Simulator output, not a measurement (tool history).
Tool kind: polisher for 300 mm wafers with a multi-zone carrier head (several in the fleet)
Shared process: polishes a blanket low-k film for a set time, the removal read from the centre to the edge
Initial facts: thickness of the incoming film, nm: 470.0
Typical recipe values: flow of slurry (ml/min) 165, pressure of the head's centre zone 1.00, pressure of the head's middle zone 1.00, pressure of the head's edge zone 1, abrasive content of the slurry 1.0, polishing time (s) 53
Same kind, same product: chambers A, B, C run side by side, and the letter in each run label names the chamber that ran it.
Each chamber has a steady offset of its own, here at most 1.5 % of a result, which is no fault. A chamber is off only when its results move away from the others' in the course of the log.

run,day,flow of slurry (ml/min),pressure of the head's centre zone,pressure of the head's middle zone,pressure of the head's edge zone,abrasive content of the slurry,polishing time (s),film removed at the wafer's centre (nm),film removed at mid-radius (nm),film removed at the wafer's edge (nm)
1B,0.275,165,1.00,1.00,1,1.0,53,21.117,21.127,21.368
# day 0.300: chamber C: worn pad replaced by a new one
2C,0.550,165,1.00,1.00,1,1.0,53,21.148,20.245,21.032
3A,0.675,165,1.00,1.00,1,1.0,53,21.084,21.112,21.466
4B,0.850,165,1.00,1.00,1,1.0,53,21.225,20.643,21.295
# day 1.008: chamber B: worn pad replaced by a new one
5C,1.142,165,1.00,1.00,1,1.0,53,20.931,20.242,21.300
6A,1.275,165,1.00,1.00,1,1.0,53,21.029,21.832,21.239
# day 1.321: chamber A: slurry nozzle cleaned
7B,1.542,165,1.00,1.00,1,1.0,53,21.351,21.051,21.130
8A,1.675,165,1.00,1.00,1,1.0,53,21.061,21.316,21.440
# day 1.700: chamber A: worn pad replaced by a new one
9C,1.875,165,1.00,1.00,1,1.0,53,21.139,21.119,20.855
10C,2.100,165,1.00,1.00,1,1.0,53,21.161,21.323,21.255
11B,2.371,165,1.00,1.00,1,1.0,53,21.094,21.095,21.154
12A,2.654,165,1.00,1.00,1,1.0,53,20.858,21.498,21.241
13A,2.829,165,1.00,1.00,1,1.0,53,21.030,21.389,21.349
14B,3.012,165,1.00,1.00,1,1.0,53,21.224,21.047,21.360
15C,3.192,165,1.00,1.00,1,1.0,53,20.675,20.599,21.036
16B,3.396,220,1.00,1.00,1,1.0,53,22.340,22.352,21.769
17A,3.600,220,1.00,1.00,1,1.0,53,21.686,21.876,21.882
18C,3.875,220,1.00,1.00,1,1.0,53,22.109,21.907,21.784
19C,4.125,165,1.00,1.00,1,1.0,53,20.804,20.304,20.908
20A,4.371,165,1.00,1.00,1,1.0,53,20.550,21.082,21.072
# day 4.412: chamber C: worn pad replaced by a new one
21B,4.621,165,1.00,1.00,1,1.0,53,21.122,20.917,21.363
22B,4.796,165,1.00,1.00,1,1.0,53,21.167,21.396,21.272
23C,4.942,165,1.00,1.00,1,1.0,53,20.923,20.719,20.975
24A,5.075,165,1.00,1.00,1,1.0,53,20.250,21.397,21.269
# day 5.179: chamber A: worn pad replaced by a new one
25A,5.221,165,1.00,1.00,1,1.0,53,19.792,21.148,21.348
26B,5.421,165,1.00,0.94,1,1.2,53,23.091,21.727,22.799
27C,5.575,165,1.00,0.94,1,1.2,53,22.547,21.376,22.815
28C,5.854,165,1.00,0.94,1,1.2,53,23.463,21.120,22.880
29A,5.996,165,1.00,1.00,1,1.0,53,20.030,21.567,21.396
30B,6.158,165,1.00,1.00,1,1.0,53,20.530,21.022,21.302
31A,6.354,165,1.00,1.00,1,1.0,53,19.815,21.218,21.321
32B,6.642,165,1.00,1.00,1,1.0,53,21.287,20.901,21.234
33C,6.850,165,1.00,1.00,1,1.0,53,21.058,21.003,20.901
34A,7.025,165,1.00,1.00,1,1.0,63,23.385,25.367,25.268
35B,7.179,165,1.00,1.00,1,1.0,63,24.458,24.931,25.183
36C,7.338,165,1.00,1.00,1,1.0,63,24.903,25.341,24.854
37A,7.604,165,1.00,1.00,1,1.0,53,19.582,21.220,21.106
38B,7.800,165,1.05,1.00,1,1.0,53,21.840,21.130,21.095
# day 7.821: chamber B: worn pad replaced by a new one
39C,8.017,165,1.05,1.00,1,1.0,53,22.534,20.918,21.114
# day 8.067: chamber B: edge zone pressure recalibrated
40B,8.242,165,1.05,1.00,1,1.0,53,22.140,21.150,21.394
41C,8.533,165,1.00,1.00,1,1.0,53,20.894,21.067,20.969
42A,8.671,165,1.00,1.00,1,1.0,53,18.996,21.485,21.445

Read the log: is a single chamber off, either drifting away or since a service, is the gauge that measures every chamber drifting, or is nothing wrong beyond small per-chamber offsets? Name any odd chamber and what most likely caused it.

Chamber A drifts away from the others.
Likeliest cause: centre zone's pressure below its setpoint, % = 8.5.

Which of the 4 candidates below, each the usual settings with something changed and its results left as question marks, puts chamber A back in line with what the other chambers give on the usual settings?
A result is in line if it is within this distance of the other chambers' mean on the usual settings: film removed at the wafer's centre (nm) 0.730; film removed at mid-radius (nm) 1.100; film removed at the wafer's edge (nm) 0.530
43A-1,8.883,170,1.08,0.98,0.97,1.0,53,?,?,?
43A-2,8.883,165,1.03,0.99,0.99,1.0,53,?,?,?
43A-3,8.883,165,0.97,1.01,1.01,1.0,53,?,?,?
43A-4,8.883,160,0.92,1.02,1.03,1.0,53,?,?,?

Average result of the remaining chambers running the usual settings: film removed at the wafer's centre (nm) 21.071; film removed at mid-radius (nm) 20.973; film removed at the wafer's edge (nm) 21.065
run,film removed at the wafer's centre (nm),film removed at mid-radius (nm),film removed at the wafer's edge (nm)
43A-1,21.034,21.210,20.966
43A-2,19.870,21.304,21.112
43A-3,18.616,21.703,21.332
43A-4,17.465,21.788,21.471
43A-1 puts the chamber back in line with the other chambers.

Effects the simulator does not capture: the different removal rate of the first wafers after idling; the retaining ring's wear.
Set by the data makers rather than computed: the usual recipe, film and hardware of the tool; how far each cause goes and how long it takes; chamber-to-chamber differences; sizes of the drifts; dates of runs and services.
